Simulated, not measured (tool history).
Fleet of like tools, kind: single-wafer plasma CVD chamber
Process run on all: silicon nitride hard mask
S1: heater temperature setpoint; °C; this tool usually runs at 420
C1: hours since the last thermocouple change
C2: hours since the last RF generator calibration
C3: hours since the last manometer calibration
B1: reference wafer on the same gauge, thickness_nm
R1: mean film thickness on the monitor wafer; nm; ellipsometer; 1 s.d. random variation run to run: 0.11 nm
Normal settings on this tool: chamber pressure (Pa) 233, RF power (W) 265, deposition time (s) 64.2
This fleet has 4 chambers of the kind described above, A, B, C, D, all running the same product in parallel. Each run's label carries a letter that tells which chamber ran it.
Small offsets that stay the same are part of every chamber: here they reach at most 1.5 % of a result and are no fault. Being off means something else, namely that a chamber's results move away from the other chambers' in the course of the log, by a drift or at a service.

{"run": "1C", "hour": 11.1, "S1": 420, "chamber pressure (Pa)": 233, "RF power (W)": 265, "deposition time (s)": 64.2, "C1": 1362.6, "C2": 598.6, "C3": 2575.7, "B1": 66.265, "R1": 69.814}
{"run": "2D", "hour": 25.1, "S1": 420, "chamber pressure (Pa)": 233, "RF power (W)": 265, "deposition time (s)": 64.2, "C1": 418, "C2": 570.4, "C3": 465.3, "B1": 66.252, "R1": 69.281}
{"hour": 30.4, "done": "chamber B: thermocouple changed; heater temperature recalibrated"}
{"run": "3A", "hour": 37.4, "S1": 420, "chamber pressure (Pa)": 233, "RF power (W)": 265, "deposition time (s)": 64.2, "C1": 1925, "C2": 1848.9, "C3": 760.5, "B1": 66.247, "R1": 68.713}
{"run": "4B", "hour": 48.9, "S1": 420, "chamber pressure (Pa)": 233, "RF power (W)": 265, "deposition time (s)": 64.2, "C1": 18.5, "C2": 1826.5, "C3": 1179.5, "B1": 66.234, "R1": 69.131}
{"run": "5C", "hour": 56.2, "S1": 420, "chamber pressure (Pa)": 233, "RF power (W)": 265, "deposition time (s)": 64.2, "C1": 1407.7, "C2": 643.7, "C3": 2620.8, "B1": 66.203, "R1": 69.808}
{"run": "6B", "hour": 63.9, "S1": 420, "chamber pressure (Pa)": 233, "RF power (W)": 265, "deposition time (s)": 64.2, "C1": 33.5, "C2": 1841.5, "C3": 1194.5, "B1": 66.209, "R1": 69.169}
{"run": "7D", "hour": 71.8, "S1": 420, "chamber pressure (Pa)": 233, "RF power (W)": 265, "deposition time (s)": 64.2, "C1": 464.7, "C2": 617.1, "C3": 512, "B1": 66.205, "R1": 69.36}
{"run": "8A", "hour": 86.3, "S1": 415, "chamber pressure (Pa)": 233, "RF power (W)": 310, "deposition time (s)": 64.2, "C1": 1973.9, "C2": 1897.8, "C3": 809.4, "B1": 66.169, "R1": 76.597}
{"run": "9B", "hour": 93.4, "S1": 415, "chamber pressure (Pa)": 233, "RF power (W)": 310, "deposition time (s)": 64.2, "C1": 63, "C2": 1871, "C3": 1224, "B1": 66.158, "R1": 77.19}
{"run": "10A", "hour": 101.0, "S1": 415, "chamber pressure (Pa)": 233, "RF power (W)": 310, "deposition time (s)": 64.2, "C1": 1988.6, "C2": 1912.5, "C3": 824.1, "B1": 66.157, "R1": 76.608}
{"run": "11C", "hour": 110.9, "S1": 415, "chamber pressure (Pa)": 233, "RF power (W)": 310, "deposition time (s)": 64.2, "C1": 1462.4, "C2": 698.4, "C3": 2675.5, "B1": 66.165, "R1": 77.688}
{"run": "12D", "hour": 121.2, "S1": 420, "chamber pressure (Pa)": 233, "RF power (W)": 265, "deposition time (s)": 64.2, "C1": 514.1, "C2": 666.5, "C3": 561.4, "B1": 66.108, "R1": 69.058}
{"run": "13B", "hour": 130.4, "S1": 420, "chamber pressure (Pa)": 233, "RF power (W)": 265, "deposition time (s)": 64.2, "C1": 100, "C2": 1908, "C3": 1261, "B1": 66.115, "R1": 69.08}
{"run": "14D", "hour": 142.8, "S1": 420, "chamber pressure (Pa)": 233, "RF power (W)": 265, "deposition time (s)": 64.2, "C1": 535.7, "C2": 688.1, "C3": 583, "B1": 66.073, "R1": 69.141}
{"run": "15C", "hour": 157.3, "S1": 420, "chamber pressure (Pa)": 233, "RF power (W)": 265, "deposition time (s)": 64.2, "C1": 1508.8, "C2": 744.8, "C3": 2721.9, "B1": 66.056, "R1": 69.407}
{"run": "16A", "hour": 168.2, "S1": 420, "chamber pressure (Pa)": 233, "RF power (W)": 265, "deposition time (s)": 64.2, "C1": 2055.8, "C2": 1979.7, "C3": 891.3, "B1": 66.048, "R1": 68.754}
{"run": "17C", "hour": 180.4, "S1": 420, "chamber pressure (Pa)": 233, "RF power (W)": 265, "deposition time (s)": 64.2, "C1": 1531.9, "C2": 767.9, "C3": 2745, "B1": 66.02, "R1": 69.652}
{"run": "18A", "hour": 196.2, "S1": 420, "chamber pressure (Pa)": 233, "RF power (W)": 265, "deposition time (s)": 64.2, "C1": 2083.8, "C2": 2007.7, "C3": 919.3, "B1": 66.009, "R1": 68.771}
{"run": "19D", "hour": 212.1, "S1": 420, "chamber pressure (Pa)": 233, "RF power (W)": 265, "deposition time (s)": 64.2, "C1": 605, "C2": 757.4, "C3": 652.3, "B1": 66.002, "R1": 68.977}
{"run": "20B", "hour": 227.0, "S1": 414, "chamber pressure (Pa)": 233, "RF power (W)": 265, "deposition time (s)": 60.1, "C1": 196.6, "C2": 2004.6, "C3": 1357.6, "B1": 65.999, "R1": 64.676}
{"run": "21D", "hour": 236.9, "S1": 414, "chamber pressure (Pa)": 233, "RF power (W)": 265, "deposition time (s)": 60.1, "C1": 629.8, "C2": 782.2, "C3": 677.1, "B1": 65.953, "R1": 64.856}
{"run": "22B", "hour": 246.4, "S1": 414, "chamber pressure (Pa)": 233, "RF power (W)": 265, "deposition time (s)": 60.1, "C1": 216, "C2": 2024, "C3": 1377, "B1": 65.931, "R1": 64.685}
{"run": "23C", "hour": 260.6, "S1": 414, "chamber pressure (Pa)": 233, "RF power (W)": 265, "deposition time (s)": 60.1, "C1": 1612.1, "C2": 848.1, "C3": 2825.2, "B1": 65.943, "R1": 65.152}
{"hour": 263.1, "done": "chamber B: RF generator calibrated"}
{"run": "24A", "hour": 270.0, "S1": 420, "chamber pressure (Pa)": 233, "RF power (W)": 265, "deposition time (s)": 64.2, "C1": 2157.6, "C2": 2081.5, "C3": 993.1, "B1": 65.921, "R1": 68.615}
{"run": "25A", "hour": 280.1, "S1": 420, "chamber pressure (Pa)": 233, "RF power (W)": 265, "deposition time (s)": 64.2, "C1": 2167.7, "C2": 2091.6, "C3": 1003.2, "B1": 65.886, "R1": 68.649}
{"run": "26B", "hour": 290.5, "S1": 420, "chamber pressure (Pa)": 280, "RF power (W)": 300, "deposition time (s)": 64.2, "C1": 260.1, "C2": 27.5, "C3": 1421.1, "B1": 65.904, "R1": 78.923}
{"run": "27D", "hour": 304.4, "S1": 420, "chamber pressure (Pa)": 280, "RF power (W)": 300, "deposition time (s)": 64.2, "C1": 697.3, "C2": 849.7, "C3": 744.6, "B1": 65.869, "R1": 78.562}

What goes on in this fleet: one chamber off, a drifting gauge, or nothing beyond the chambers' own small offsets? Name the chamber and the cause, if any.

Gauge drift. The chambers move together only on paper, and none stands off.
Most likely cause: gauge reads low (%) = 0.69.
